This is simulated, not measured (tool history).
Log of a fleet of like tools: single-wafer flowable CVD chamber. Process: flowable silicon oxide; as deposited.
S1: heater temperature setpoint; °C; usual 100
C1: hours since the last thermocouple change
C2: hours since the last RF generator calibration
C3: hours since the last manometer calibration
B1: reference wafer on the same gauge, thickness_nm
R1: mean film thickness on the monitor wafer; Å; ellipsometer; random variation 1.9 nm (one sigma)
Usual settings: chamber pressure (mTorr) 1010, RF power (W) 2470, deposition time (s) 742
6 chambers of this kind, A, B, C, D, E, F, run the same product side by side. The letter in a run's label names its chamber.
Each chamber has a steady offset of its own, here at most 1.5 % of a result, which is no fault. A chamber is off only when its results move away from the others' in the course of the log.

Run 1F, hour 11.8: usual settings; C1 698.2; C2 1093.7; C3 1079.4; B1 624.17. Result: R1 6276.6 Å.
Run 2B, hour 22.6: usual settings; C1 1046.8; C2 107.4; C3 484.5; B1 623.71. Result: R1 6324.1 Å.
Run 3A, hour 35.9: usual settings; C1 180.0; C2 385.1; C3 1811.7; B1 624.44. Result: R1 6233.4 Å.
Run 4D, hour 48.7: usual settings; C1 507.1; C2 738.3; C3 1318.9; B1 624.23. Result: R1 6200.3 Å.
Run 5C, hour 60.3: usual settings; C1 2507.6; C2 1684.7; C3 359.5; B1 624.23. Result: R1 6198.2 Å.
Run 6E, hour 68.4: usual settings; C1 625.7; C2 1751.4; C3 248.7; B1 624.07. Result: R1 6239.1 Å.
Run 7D, hour 74.9: usual settings; C1 533.3; C2 764.5; C3 1345.1; B1 624.22. Result: R1 6191.9 Å.
Run 8C, hour 81.0: usual settings; C1 2528.3; C2 1705.4; C3 380.2; B1 623.20. Result: R1 6199.5 Å.
Run 9F, hour 86.9: usual settings; C1 773.3; C2 1168.8; C3 1154.5; B1 624.54. Result: R1 6306.7 Å.
At hour 88.6: chamber E: RF generator calibrated.
Run 10B, hour 100.3: usual settings; C1 1124.5; C2 185.1; C3 562.2; B1 624.27. Result: R1 6342.4 Å.
Run 11E, hour 113.8: usual settings; C1 671.1; C2 25.2; C3 294.1; B1 623.99. Result: R1 6246.1 Å.
Run 12A, hour 125.6: usual settings but chamber pressure (mTorr) 770; C1 269.7; C2 474.8; C3 1901.4; B1 623.96. Result: R1 4409.6 Å.
Run 13D, hour 137.5: usual settings but chamber pressure (mTorr) 770; C1 595.9; C2 827.1; C3 1407.7; B1 623.91. Result: R1 4389.8 Å.
Run 14F, hour 143.6: usual settings but chamber pressure (mTorr) 770; C1 830.0; C2 1225.5; C3 1211.2; B1 624.17. Result: R1 4430.6 Å.
Run 15B, hour 152.4: usual settings but chamber pressure (mTorr) 770; C1 1176.6; C2 237.2; C3 614.3; B1 624.06. Result: R1 4489.4 Å.
Run 16A, hour 160.4: usual settings but chamber pressure (mTorr) 770; C1 304.5; C2 509.6; C3 1936.2; B1 624.18. Result: R1 4400.0 Å.
Run 17C, hour 172.0: usual settings but chamber pressure (mTorr) 770; C1 2619.3; C2 1796.4; C3 471.2; B1 623.90. Result: R1 4435.3 Å.
Run 18E, hour 179.9: usual settings; C1 737.2; C2 91.3; C3 360.2; B1 623.49. Result: R1 6253.0 Å.
At hour 182.2: chamber F: thermocouple changed; heater temperature recalibrated.
Run 19A, hour 192.2: usual settings; C1 336.3; C2 541.4; C3 1968.0; B1 624.43. Result: R1 6211.2 Å.
Run 20C, hour 205.3: usual settings; C1 2652.6; C2 1829.7; C3 504.5; B1 624.10. Result: R1 6250.2 Å.
Run 21F, hour 217.7: usual settings; C1 35.6; C2 1299.6; C3 1285.3; B1 624.64. Result: R1 6064.1 Å.
Run 22D, hour 225.3: usual settings; C1 683.7; C2 914.9; C3 1495.5; B1 624.50. Result: R1 6195.4 Å.
Run 23E, hour 238.0: usual settings; C1 795.3; C2 149.4; C3 418.3; B1 623.55. Result: R1 6279.2 Å.
Run 24B, hour 245.6: usual settings; C1 1269.8; C2 330.4; C3 707.5; B1 624.32. Result: R1 6314.3 Å.
At hour 252.6: chamber C: RF generator calibrated.
Run 25D, hour 253.4: usual settings; C1 711.8; C2 943.0; C3 1523.6; B1 624.85. Result: R1 6206.6 Å.
At hour 261.4: chamber A: capacitance manometer re-zeroed and calibrated.
Run 26A, hour 262.7: usual settings; C1 406.8; C2 611.9; C3 1.3; B1 623.60. Result: R1 6215.8 Å.
Run 27F, hour 276.0: usual settings but RF power (W) 2820; C1 93.9; C2 1357.9; C3 1343.6; B1 623.88. Result: R1 6161.4 Å.
Run 28C, hour 283.6: usual settings but RF power (W) 2820; C1 2730.9; C2 31.0; C3 582.8; B1 623.90. Result: R1 6284.2 Å.
Run 29B, hour 297.2: usual settings but RF power (W) 2820; C1 1321.4; C2 382.0; C3 759.1; B1 624.20. Result: R1 6423.6 Å.
Run 30E, hour 310.0: usual settings but RF power (W) 2820; C1 867.3; C2 221.4; C3 490.3; B1 623.86. Result: R1 6357.9 Å.
Run 31A, hour 319.3: usual settings but RF power (W) 2820; C1 463.4; C2 668.5; C3 57.9; B1 624.09. Result: R1 6341.1 Å.
At hour 329.8: chamber D: capacitance manometer re-zeroed and calibrated.
Run 32F, hour 331.8: usual settings but RF power (W) 2820; C1 149.7; C2 1413.7; C3 1399.4; B1 624.17. Result: R1 6119.4 Å.
Run 33C, hour 340.8: usual settings; C1 2788.1; C2 88.2; C3 640.0; B1 624.26. Result: R1 6203.1 Å.
Run 34D, hour 354.0: usual settings; C1 812.4; C2 1043.6; C3 24.3; B1 624.54. Result: R1 6228.3 Å.
Run 35E, hour 365.9: usual settings but chamber pressure (mTorr) 1190, deposition time (s) 825; C1 923.2; C2 277.3; C3 546.2; B1 624.43. Result: R1 8367.3 Å.
Run 36B, hour 378.5: usual settings but chamber pressure (mTorr) 1190, deposition time (s) 825; C1 1402.7; C2 463.3; C3 840.4; B1 624.09. Result: R1 8507.9 Å.
Run 37A, hour 387.9: usual settings but chamber pressure (mTorr) 1190, deposition time (s) 825; C1 532.0; C2 737.1; C3 126.5; B1 624.02. Result: R1 8352.3 Å.
Run 38E, hour 401.4: usual settings but chamber pressure (mTorr) 1190, deposition time (s) 825; C1 958.7; C2 312.8; C3 581.7; B1 623.93. Result: R1 8369.7 Å.

All 6 chambers run these settings next. Forecast each chamber's results:
Run 39A, hour 411.1: usual settings. Result: R1 ?.
Run 39B, hour 411.1: usual settings. Result: R1 ?.
Run 39C, hour 411.1: usual settings. Result: R1 ?.
Run 39D, hour 411.1: usual settings. Result: R1 ?.
Run 39E, hour 411.1: usual settings. Result: R1 ?.
Run 39F, hour 411.1: usual settings. Result: R1 ?.

run      R1
39A  6198.5
39B  6334.4
39C  6190.5
39D  6174.0
39E  6267.8
39F  6076.1

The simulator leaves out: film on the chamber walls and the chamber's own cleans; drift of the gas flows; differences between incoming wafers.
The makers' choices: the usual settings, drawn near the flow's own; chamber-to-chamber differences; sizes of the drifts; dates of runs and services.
